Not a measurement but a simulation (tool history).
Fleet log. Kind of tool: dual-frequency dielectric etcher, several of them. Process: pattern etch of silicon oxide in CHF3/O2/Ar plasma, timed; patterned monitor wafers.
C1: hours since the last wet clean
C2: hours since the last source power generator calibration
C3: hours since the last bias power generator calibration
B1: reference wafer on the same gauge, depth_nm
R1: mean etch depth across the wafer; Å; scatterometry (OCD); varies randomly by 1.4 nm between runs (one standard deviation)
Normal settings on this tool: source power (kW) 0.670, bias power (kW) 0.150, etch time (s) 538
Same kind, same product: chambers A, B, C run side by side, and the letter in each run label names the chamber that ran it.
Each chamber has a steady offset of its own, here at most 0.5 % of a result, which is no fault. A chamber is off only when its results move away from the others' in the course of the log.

run 1A day=0.254 | source_power_(kW)=0.670 bias_power_(kW)=0.150 etch_time_(s)=538 | C1=137.0 C2=1118.3 C3=1113.8 | B1=1140.2 | R1=10486.0
run 2C day=0.738 | source_power_(kW)=0.670 bias_power_(kW)=0.150 etch_time_(s)=538 | C1=393.3 C2=871.7 C3=239.9 | B1=1140.4 | R1=10411.0
-- day=0.788 chamber C: wet clean of the chamber
run 3B day=1.129 | source_power_(kW)=0.670 bias_power_(kW)=0.150 etch_time_(s)=538 | C1=387.8 C2=1040.8 C3=1160.6 | B1=1140.4 | R1=10435.0
run 4B day=1.612 | source_power_(kW)=0.670 bias_power_(kW)=0.150 etch_time_(s)=538 | C1=399.4 C2=1052.4 C3=1172.2 | B1=1141.0 | R1=10442.0
run 5C day=2.092 | source_power_(kW)=0.670 bias_power_(kW)=0.150 etch_time_(s)=538 | C1=31.4 C2=904.2 C3=272.4 | B1=1141.2 | R1=10392.0
-- day=2.467 chamber B: wet clean of the chamber
run 6A day=2.571 | source_power_(kW)=0.670 bias_power_(kW)=0.150 etch_time_(s)=538 | C1=192.6 C2=1173.9 C3=1169.4 | B1=1141.4 | R1=10510.0
run 7B day=2.933 | source_power_(kW)=0.670 bias_power_(kW)=0.150 etch_time_(s)=538 | C1=11.3 C2=1084.1 C3=1203.9 | B1=1141.6 | R1=10445.0
run 8A day=3.446 | source_power_(kW)=0.670 bias_power_(kW)=0.150 etch_time_(s)=538 | C1=213.6 C2=1194.9 C3=1190.4 | B1=1142.0 | R1=10515.0
run 9C day=3.721 | source_power_(kW)=0.670 bias_power_(kW)=0.150 etch_time_(s)=538 | C1=70.5 C2=943.3 C3=311.5 | B1=1141.7 | R1=10426.0
run 10C day=4.021 | source_power_(kW)=0.670 bias_power_(kW)=0.124 etch_time_(s)=538 | C1=77.7 C2=950.5 C3=318.7 | B1=1141.9 | R1=9831.5
run 11A day=4.371 | source_power_(kW)=0.670 bias_power_(kW)=0.124 etch_time_(s)=538 | C1=235.8 C2=1217.1 C3=1212.6 | B1=1142.7 | R1=9887.4
run 12B day=4.817 | source_power_(kW)=0.670 bias_power_(kW)=0.124 etch_time_(s)=538 | C1=56.5 C2=1129.3 C3=1249.1 | B1=1142.8 | R1=9843.8
run 13B day=5.179 | source_power_(kW)=0.670 bias_power_(kW)=0.150 etch_time_(s)=538 | C1=65.2 C2=1138.0 C3=1257.8 | B1=1142.5 | R1=10473.0
run 14C day=5.646 | source_power_(kW)=0.670 bias_power_(kW)=0.150 etch_time_(s)=538 | C1=116.7 C2=989.5 C3=357.7 | B1=1143.2 | R1=10420.0
run 15A day=5.917 | source_power_(kW)=0.670 bias_power_(kW)=0.150 etch_time_(s)=538 | C1=272.9 C2=1254.2 C3=1249.7 | B1=1143.1 | R1=10488.0
run 16A day=6.321 | source_power_(kW)=0.670 bias_power_(kW)=0.150 etch_time_(s)=538 | C1=282.6 C2=1263.9 C3=1259.4 | B1=1143.6 | R1=10480.0
run 17B day=6.592 | source_power_(kW)=0.670 bias_power_(kW)=0.150 etch_time_(s)=538 | C1=99.1 C2=1171.9 C3=1291.7 | B1=1143.4 | R1=10489.0
run 18C day=6.846 | source_power_(kW)=0.670 bias_power_(kW)=0.150 etch_time_(s)=538 | C1=145.5 C2=1018.3 C3=386.5 | B1=1143.9 | R1=10441.0
run 19C day=7.212 | source_power_(kW)=0.670 bias_power_(kW)=0.150 etch_time_(s)=538 | C1=154.3 C2=1027.1 C3=395.3 | B1=1144.1 | R1=10433.0
run 20A day=7.529 | source_power_(kW)=0.670 bias_power_(kW)=0.150 etch_time_(s)=538 | C1=311.6 C2=1292.9 C3=1288.4 | B1=1144.0 | R1=10516.0
run 21B day=8.038 | source_power_(kW)=0.670 bias_power_(kW)=0.150 etch_time_(s)=538 | C1=133.8 C2=1206.6 C3=1326.4 | B1=1144.4 | R1=10451.0
run 22C day=8.512 | source_power_(kW)=0.670 bias_power_(kW)=0.150 etch_time_(s)=538 | C1=185.5 C2=1058.3 C3=426.5 | B1=1144.5 | R1=10442.0
run 23B day=8.938 | source_power_(kW)=0.670 bias_power_(kW)=0.150 etch_time_(s)=538 | C1=155.4 C2=1228.2 C3=1348.0 | B1=1144.7 | R1=10472.0
run 24A day=9.325 | source_power_(kW)=0.670 bias_power_(kW)=0.150 etch_time_(s)=538 | C1=354.7 C2=1336.0 C3=1331.5 | B1=1145.6 | R1=10518.0
run 25A day=9.733 | source_power_(kW)=0.670 bias_power_(kW)=0.150 etch_time_(s)=538 | C1=364.5 C2=1345.8 C3=1341.3 | B1=1145.5 | R1=10519.0
run 26B day=10.254 | source_power_(kW)=0.670 bias_power_(kW)=0.150 etch_time_(s)=538 | C1=187.0 C2=1259.8 C3=1379.6 | B1=1145.6 | R1=10488.0
run 27C day=10.662 | source_power_(kW)=0.670 bias_power_(kW)=0.150 etch_time_(s)=538 | C1=237.1 C2=1109.9 C3=478.1 | B1=1146.2 | R1=10425.0
run 28A day=10.954 | source_power_(kW)=0.670 bias_power_(kW)=0.150 etch_time_(s)=538 | C1=393.8 C2=1375.1 C3=1370.6 | B1=1145.6 | R1=10550.0

The same settings go to every chamber for the next run, one line per chamber below. Forecast the results for each:
run 29A day=11.342 | source_power_(kW)=0.670 bias_power_(kW)=0.150 etch_time_(s)=538 | R1=?
run 29B day=11.342 | source_power_(kW)=0.670 bias_power_(kW)=0.150 etch_time_(s)=538 | R1=?
run 29C day=11.342 | source_power_(kW)=0.670 bias_power_(kW)=0.150 etch_time_(s)=538 | R1=?

run=29A R1=10543.0
run=29B R1=10491.0
run=29C R1=10454.0

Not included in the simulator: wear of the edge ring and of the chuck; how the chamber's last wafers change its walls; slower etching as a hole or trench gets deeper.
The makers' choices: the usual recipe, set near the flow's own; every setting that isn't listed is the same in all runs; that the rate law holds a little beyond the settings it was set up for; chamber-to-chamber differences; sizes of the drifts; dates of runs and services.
